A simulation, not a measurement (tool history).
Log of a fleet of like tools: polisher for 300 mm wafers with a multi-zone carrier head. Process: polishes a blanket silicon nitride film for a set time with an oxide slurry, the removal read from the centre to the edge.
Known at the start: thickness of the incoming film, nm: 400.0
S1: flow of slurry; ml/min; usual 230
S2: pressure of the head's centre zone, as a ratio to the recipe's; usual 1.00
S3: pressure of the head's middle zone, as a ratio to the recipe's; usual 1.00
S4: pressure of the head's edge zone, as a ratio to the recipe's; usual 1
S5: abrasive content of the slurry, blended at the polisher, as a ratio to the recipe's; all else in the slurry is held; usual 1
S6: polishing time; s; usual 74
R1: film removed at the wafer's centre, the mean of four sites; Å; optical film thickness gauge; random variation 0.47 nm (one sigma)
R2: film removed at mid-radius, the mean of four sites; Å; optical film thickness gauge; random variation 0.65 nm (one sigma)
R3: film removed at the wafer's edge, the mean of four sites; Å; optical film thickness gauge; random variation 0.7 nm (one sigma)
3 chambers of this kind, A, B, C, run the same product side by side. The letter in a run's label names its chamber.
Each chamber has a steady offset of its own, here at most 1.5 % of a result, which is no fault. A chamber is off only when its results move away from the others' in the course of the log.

{"run": "1B", "day": 0.2, "S1": 230, "S2": 1.0, "S3": 1.0, "S4": 1, "S5": 1, "S6": 74, "R1": 553.31, "R2": 545.56, "R3": 539.93}
{"run": "2C", "day": 0.529, "S1": 230, "S2": 1.0, "S3": 1.0, "S4": 1, "S5": 1, "S6": 74, "R1": 544.64, "R2": 551.14, "R3": 546.49}
{"day": 0.567, "done": "chamber C: centre zone pressure recalibrated"}
{"run": "3A", "day": 0.692, "S1": 230, "S2": 1.0, "S3": 1.0, "S4": 1, "S5": 1, "S6": 74, "R1": 556.14, "R2": 545.33, "R3": 544.32}
{"run": "4B", "day": 0.854, "S1": 230, "S2": 1.0, "S3": 1.0, "S4": 1, "S5": 1, "S6": 74, "R1": 552.23, "R2": 548.45, "R3": 544.83}
{"run": "5A", "day": 1.104, "S1": 230, "S2": 0.89, "S3": 1.0, "S4": 1, "S5": 1, "S6": 63, "R1": 413.14, "R2": 464.32, "R3": 449.77}
{"day": 1.15, "done": "chamber B: worn pad replaced by a new one"}
{"run": "6C", "day": 1.442, "S1": 230, "S2": 0.89, "S3": 1.0, "S4": 1, "S5": 1, "S6": 63, "R1": 409.04, "R2": 475.33, "R3": 461.2}
{"run": "7A", "day": 1.754, "S1": 230, "S2": 0.89, "S3": 1.0, "S4": 1, "S5": 1, "S6": 63, "R1": 414.2, "R2": 468.52, "R3": 468.11}
{"day": 1.9, "done": "chamber C: slurry nozzle cleaned"}
{"run": "8B", "day": 1.938, "S1": 230, "S2": 1.0, "S3": 1.0, "S4": 1, "S5": 1, "S6": 74, "R1": 547.01, "R2": 537.41, "R3": 550.33}
{"run": "9C", "day": 2.262, "S1": 230, "S2": 1.0, "S3": 1.0, "S4": 1, "S5": 1, "S6": 74, "R1": 542.16, "R2": 533.41, "R3": 545.26}
{"day": 2.471, "done": "chamber C: worn pad replaced by a new one"}
{"run": "10B", "day": 2.567, "S1": 230, "S2": 1.0, "S3": 1.0, "S4": 1, "S5": 1, "S6": 74, "R1": 554.35, "R2": 548.03, "R3": 547.79}
{"run": "11A", "day": 2.858, "S1": 230, "S2": 1.0, "S3": 1.0, "S4": 1, "S5": 1, "S6": 74, "R1": 545.39, "R2": 548.54, "R3": 545.37}
{"run": "12C", "day": 3.071, "S1": 230, "S2": 1.0, "S3": 1.0, "S4": 1, "S5": 1, "S6": 74, "R1": 551.09, "R2": 555.92, "R3": 546.25}
{"run": "13A", "day": 3.358, "S1": 230, "S2": 1.0, "S3": 1.0, "S4": 1, "S5": 1, "S6": 74, "R1": 551.28, "R2": 537.72, "R3": 547.09}
{"run": "14B", "day": 3.558, "S1": 230, "S2": 1.0, "S3": 1.0, "S4": 1, "S5": 1, "S6": 74, "R1": 557.22, "R2": 554.5, "R3": 550.03}
{"day": 3.571, "done": "chamber A: centre zone pressure recalibrated"}
{"run": "15C", "day": 3.867, "S1": 230, "S2": 1.0, "S3": 1.0, "S4": 1, "S5": 1, "S6": 74, "R1": 543.5, "R2": 552.63, "R3": 537.86}
{"run": "16C", "day": 4.212, "S1": 230, "S2": 1.0, "S3": 1.0, "S4": 1, "S5": 1, "S6": 74, "R1": 553.24, "R2": 550.86, "R3": 544.74}
{"day": 4.496, "done": "chamber B: worn pad replaced by a new one"}
{"run": "17A", "day": 4.533, "S1": 260, "S2": 1.0, "S3": 1.0, "S4": 1, "S5": 1, "S6": 74, "R1": 625.45, "R2": 561.97, "R3": 549.94}
{"run": "18B", "day": 4.696, "S1": 260, "S2": 1.0, "S3": 1.0, "S4": 1, "S5": 1, "S6": 74, "R1": 563.63, "R2": 564.69, "R3": 566.15}
{"run": "19B", "day": 4.908, "S1": 260, "S2": 1.0, "S3": 1.0, "S4": 1, "S5": 1, "S6": 74, "R1": 554.05, "R2": 559.18, "R3": 547.65}
{"day": 5.071, "done": "chamber A: worn pad replaced by a new one"}
{"day": 5.2, "done": "chamber C: edge zone pressure recalibrated"}
{"run": "20A", "day": 5.258, "S1": 230, "S2": 1.0, "S3": 1.0, "S4": 1, "S5": 1, "S6": 74, "R1": 610.43, "R2": 559.82, "R3": 563.78}
{"run": "21C", "day": 5.575, "S1": 230, "S2": 1.0, "S3": 1.0, "S4": 1, "S5": 1, "S6": 74, "R1": 545.38, "R2": 546.24, "R3": 548.58}
{"day": 5.696, "done": "chamber C: worn pad replaced by a new one"}
{"run": "22A", "day": 5.817, "S1": 230, "S2": 1.0, "S3": 1.0, "S4": 1, "S5": 1, "S6": 74, "R1": 606.17, "R2": 548.45, "R3": 537.94}
{"run": "23B", "day": 6.004, "S1": 230, "S2": 1.0, "S3": 1.0, "S4": 1, "S5": 1, "S6": 74, "R1": 544.83, "R2": 542.07, "R3": 537.85}
{"run": "24C", "day": 6.304, "S1": 230, "S2": 1.0, "S3": 1.0, "S4": 1, "S5": 1, "S6": 74, "R1": 543.87, "R2": 557.62, "R3": 545.12}
{"run": "25B", "day": 6.475, "S1": 230, "S2": 1.0, "S3": 1.0, "S4": 1, "S5": 1, "S6": 74, "R1": 545.3, "R2": 541.49, "R3": 535.07}
{"run": "26C", "day": 6.679, "S1": 230, "S2": 1.0, "S3": 1.0, "S4": 1, "S5": 1, "S6": 74, "R1": 539.0, "R2": 544.52, "R3": 540.2}
{"day": 6.854, "done": "chamber A: slurry nozzle cleaned"}
{"run": "27A", "day": 6.979, "S1": 275, "S2": 1.0, "S3": 0.91, "S4": 1, "S5": 1, "S6": 74, "R1": 620.52, "R2": 506.35, "R3": 555.16}
{"run": "28A", "day": 7.267, "S1": 275, "S2": 1.0, "S3": 0.91, "S4": 1, "S5": 1, "S6": 74, "R1": 630.94, "R2": 511.08, "R3": 558.77}
{"day": 7.275, "done": "chamber B: slurry nozzle cleaned"}
{"run": "29C", "day": 7.625, "S1": 275, "S2": 1.0, "S3": 0.91, "S4": 1, "S5": 1, "S6": 74, "R1": 554.44, "R2": 523.62, "R3": 552.56}
{"run": "30B", "day": 7.842, "S1": 230, "S2": 1.0, "S3": 1.0, "S4": 1, "S5": 1, "S6": 74, "R1": 546.75, "R2": 546.83, "R3": 541.3}
{"run": "31A", "day": 8.038, "S1": 230, "S2": 1.0, "S3": 1.0, "S4": 1, "S5": 1, "S6": 74, "R1": 613.7, "R2": 556.72, "R3": 542.58}
{"run": "32C", "day": 8.246, "S1": 230, "S2": 1.0, "S3": 1.0, "S4": 1, "S5": 1, "S6": 74, "R1": 539.42, "R2": 552.73, "R3": 539.64}

All 3 chambers run these settings next. Forecast each chamber's results:
{"run": "33A", "day": 8.504, "S1": 230, "S2": 1.0, "S3": 1.05, "S4": 1, "S5": 1, "S6": 74, "R1": "?", "R2": "?", "R3": "?"}
{"run": "33B", "day": 8.504, "S1": 230, "S2": 1.0, "S3": 1.05, "S4": 1, "S5": 1, "S6": 74, "R1": "?", "R2": "?", "R3": "?"}
{"run": "33C", "day": 8.504, "S1": 230, "S2": 1.0, "S3": 1.05, "S4": 1, "S5": 1, "S6": 74, "R1": "?", "R2": "?", "R3": "?"}

run=33A R1=613.18 R2=580.39 R3=544.35
run=33B R1=543.93 R2=574.82 R3=542.57
run=33C R1=544.66 R2=573.20 R3=537.31
